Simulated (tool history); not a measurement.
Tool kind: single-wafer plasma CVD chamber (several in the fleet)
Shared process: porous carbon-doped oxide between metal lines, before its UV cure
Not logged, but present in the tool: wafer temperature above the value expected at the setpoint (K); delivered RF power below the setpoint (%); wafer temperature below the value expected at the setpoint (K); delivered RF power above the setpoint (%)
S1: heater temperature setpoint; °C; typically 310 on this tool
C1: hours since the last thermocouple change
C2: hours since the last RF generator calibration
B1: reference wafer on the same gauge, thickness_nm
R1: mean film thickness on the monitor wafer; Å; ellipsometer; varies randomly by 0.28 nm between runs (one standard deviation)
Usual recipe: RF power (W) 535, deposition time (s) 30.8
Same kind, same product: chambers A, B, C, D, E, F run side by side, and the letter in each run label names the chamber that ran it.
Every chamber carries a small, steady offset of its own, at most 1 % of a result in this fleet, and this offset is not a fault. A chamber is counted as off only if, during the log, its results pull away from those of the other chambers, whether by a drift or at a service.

run 1F hour=5 | S1=310 RF_power_(W)=535 deposition_time_(s)=30.8 | C1=1111.6 C2=602.1 | B1=193.98 | R1=1641.9
run 2A hour=11.2 | S1=310 RF_power_(W)=535 deposition_time_(s)=30.8 | C1=292.8 C2=519.2 | B1=194.02 | R1=1658.6
run 3C hour=17.7 | S1=310 RF_power_(W)=535 deposition_time_(s)=30.8 | C1=1557.9 C2=292.8 | B1=194.03 | R1=1648.5
run 4D hour=23.8 | S1=310 RF_power_(W)=535 deposition_time_(s)=30.8 | C1=992.5 C2=1789.9 | B1=194.12 | R1=1649.7
run 5E hour=31 | S1=310 RF_power_(W)=535 deposition_time_(s)=30.8 | C1=481.1 C2=555 | B1=194.1 | R1=1655.4
run 6B hour=37.8 | S1=310 RF_power_(W)=535 deposition_time_(s)=30.8 | C1=402 C2=137.5 | B1=194.15 | R1=1659.2
run 7C hour=44.3 | S1=310 RF_power_(W)=535 deposition_time_(s)=30.8 | C1=1584.5 C2=319.4 | B1=194.18 | R1=1645
run 8E hour=54.1 | S1=310 RF_power_(W)=535 deposition_time_(s)=30.8 | C1=504.2 C2=578.1 | B1=194.3 | R1=1662.9
run 9B hour=61.3 | S1=310 RF_power_(W)=535 deposition_time_(s)=30.8 | C1=425.5 C2=161 | B1=194.18 | R1=1660.9
run 10A hour=68.6 | S1=310 RF_power_(W)=535 deposition_time_(s)=30.8 | C1=350.2 C2=576.6 | B1=194.29 | R1=1666.3
run 11F hour=73.1 | S1=305 RF_power_(W)=535 deposition_time_(s)=33 | C1=1179.7 C2=670.2 | B1=194.31 | R1=1810.6
run 12D hour=79.9 | S1=305 RF_power_(W)=535 deposition_time_(s)=33 | C1=1048.6 C2=1846 | B1=194.38 | R1=1808.8
run 13C hour=84.9 | S1=305 RF_power_(W)=535 deposition_time_(s)=33 | C1=1625.1 C2=360 | B1=194.42 | R1=1809.6
run 14F hour=94.2 | S1=305 RF_power_(W)=535 deposition_time_(s)=33 | C1=1200.8 C2=691.3 | B1=194.46 | R1=1804.9
run 15E hour=99.8 | S1=305 RF_power_(W)=535 deposition_time_(s)=33 | C1=549.9 C2=623.8 | B1=194.51 | R1=1828.6
run 16B hour=107.9 | S1=305 RF_power_(W)=535 deposition_time_(s)=33 | C1=472.1 C2=207.6 | B1=194.46 | R1=1826.4
run 17D hour=112.4 | S1=310 RF_power_(W)=535 deposition_time_(s)=30.8 | C1=1081.1 C2=1878.5 | B1=194.55 | R1=1649.2
run 18A hour=118.2 | S1=310 RF_power_(W)=535 deposition_time_(s)=30.8 | C1=399.8 C2=626.2 | B1=194.55 | R1=1667.3
run 19F hour=123.5 | S1=310 RF_power_(W)=535 deposition_time_(s)=30.8 | C1=1230.1 C2=720.6 | B1=194.64 | R1=1646.3
-- hour=127 chamber F: thermocouple changed; heater temperature recalibrated
run 20E hour=132.4 | S1=310 RF_power_(W)=535 deposition_time_(s)=30.8 | C1=582.5 C2=656.4 | B1=194.59 | R1=1664.3
run 21A hour=139.3 | S1=310 RF_power_(W)=535 deposition_time_(s)=30.8 | C1=420.9 C2=647.3 | B1=194.64 | R1=1666.8
run 22C hour=148.3 | S1=310 RF_power_(W)=535 deposition_time_(s)=30.8 | C1=1688.5 C2=423.4 | B1=194.68 | R1=1648.3
run 23B hour=157.4 | S1=310 RF_power_(W)=535 deposition_time_(s)=30.8 | C1=521.6 C2=257.1 | B1=194.81 | R1=1661.5
run 24D hour=166.6 | S1=310 RF_power_(W)=535 deposition_time_(s)=30.8 | C1=1135.3 C2=1932.7 | B1=194.87 | R1=1649
run 25D hour=175.1 | S1=310 RF_power_(W)=535 deposition_time_(s)=30.8 | C1=1143.8 C2=1941.2 | B1=194.81 | R1=1650
run 26C hour=182.9 | S1=310 RF_power_(W)=535 deposition_time_(s)=30.8 | C1=1723.1 C2=458 | B1=194.82 | R1=1649.9
run 27B hour=193 | S1=310 RF_power_(W)=535 deposition_time_(s)=30.8 | C1=557.2 C2=292.7 | B1=194.83 | R1=1662.5
run 28E hour=202.1 | S1=310 RF_power_(W)=535 deposition_time_(s)=30.8 | C1=652.2 C2=726.1 | B1=194.97 | R1=1668.6
run 29F hour=207.4 | S1=310 RF_power_(W)=485 deposition_time_(s)=30.8 | C1=80.4 C2=804.5 | B1=194.91 | R1=1544.7
run 30A hour=213.5 | S1=310 RF_power_(W)=485 deposition_time_(s)=30.8 | C1=495.1 C2=721.5 | B1=194.86 | R1=1566.3
run 31E hour=218 | S1=310 RF_power_(W)=485 deposition_time_(s)=30.8 | C1=668.1 C2=742 | B1=195 | R1=1562.9
run 32F hour=224.6 | S1=310 RF_power_(W)=485 deposition_time_(s)=30.8 | C1=97.6 C2=821.7 | B1=194.98 | R1=1544.9
run 33C hour=231 | S1=310 RF_power_(W)=485 deposition_time_(s)=30.8 | C1=1771.2 C2=506.1 | B1=195.07 | R1=1547.5
run 34B hour=238.7 | S1=310 RF_power_(W)=485 deposition_time_(s)=30.8 | C1=602.9 C2=338.4 | B1=195.06 | R1=1555.5
run 35D hour=247.3 | S1=310 RF_power_(W)=535 deposition_time_(s)=30.8 | C1=1216 C2=2013.4 | B1=195.14 | R1=1658.1
run 36A hour=252.8 | S1=310 RF_power_(W)=535 deposition_time_(s)=30.8 | C1=534.4 C2=760.8 | B1=195.18 | R1=1669.1
run 37C hour=257.7 | S1=323 RF_power_(W)=465 deposition_time_(s)=30.8 | C1=1797.9 C2=532.8 | B1=195.2 | R1=1405.6
run 38B hour=263 | S1=323 RF_power_(W)=465 deposition_time_(s)=30.8 | C1=627.2 C2=362.7 | B1=195.2 | R1=1412
run 39F hour=272.3 | S1=323 RF_power_(W)=465 deposition_time_(s)=30.8 | C1=145.3 C2=869.4 | B1=195.21 | R1=1403.4
run 40E hour=280.6 | S1=323 RF_power_(W)=465 deposition_time_(s)=30.8 | C1=730.7 C2=804.6 | B1=195.31 | R1=1429.3
run 41D hour=287.1 | S1=323 RF_power_(W)=465 deposition_time_(s)=30.8 | C1=1255.8 C2=2053.2 | B1=195.32 | R1=1419.8
run 42A hour=292.2 | S1=323 RF_power_(W)=465 deposition_time_(s)=30.8 | C1=573.8 C2=800.2 | B1=195.28 | R1=1422.7

Each of the 6 chambers runs these same settings next. Fill in every chamber's results:
run 43A hour=299.5 | S1=310 RF_power_(W)=535 deposition_time_(s)=30.8 | R1=?
run 43B hour=299.5 | S1=310 RF_power_(W)=535 deposition_time_(s)=30.8 | R1=?
run 43C hour=299.5 | S1=310 RF_power_(W)=535 deposition_time_(s)=30.8 | R1=?
run 43D hour=299.5 | S1=310 RF_power_(W)=535 deposition_time_(s)=30.8 | R1=?
run 43E hour=299.5 | S1=310 RF_power_(W)=535 deposition_time_(s)=30.8 | R1=?
run 43F hour=299.5 | S1=310 RF_power_(W)=535 deposition_time_(s)=30.8 | R1=?

run=43A R1=1674.3
run=43B R1=1664
run=43C R1=1656.8
run=43D R1=1659.4
run=43E R1=1667.8
run=43F R1=1654.9

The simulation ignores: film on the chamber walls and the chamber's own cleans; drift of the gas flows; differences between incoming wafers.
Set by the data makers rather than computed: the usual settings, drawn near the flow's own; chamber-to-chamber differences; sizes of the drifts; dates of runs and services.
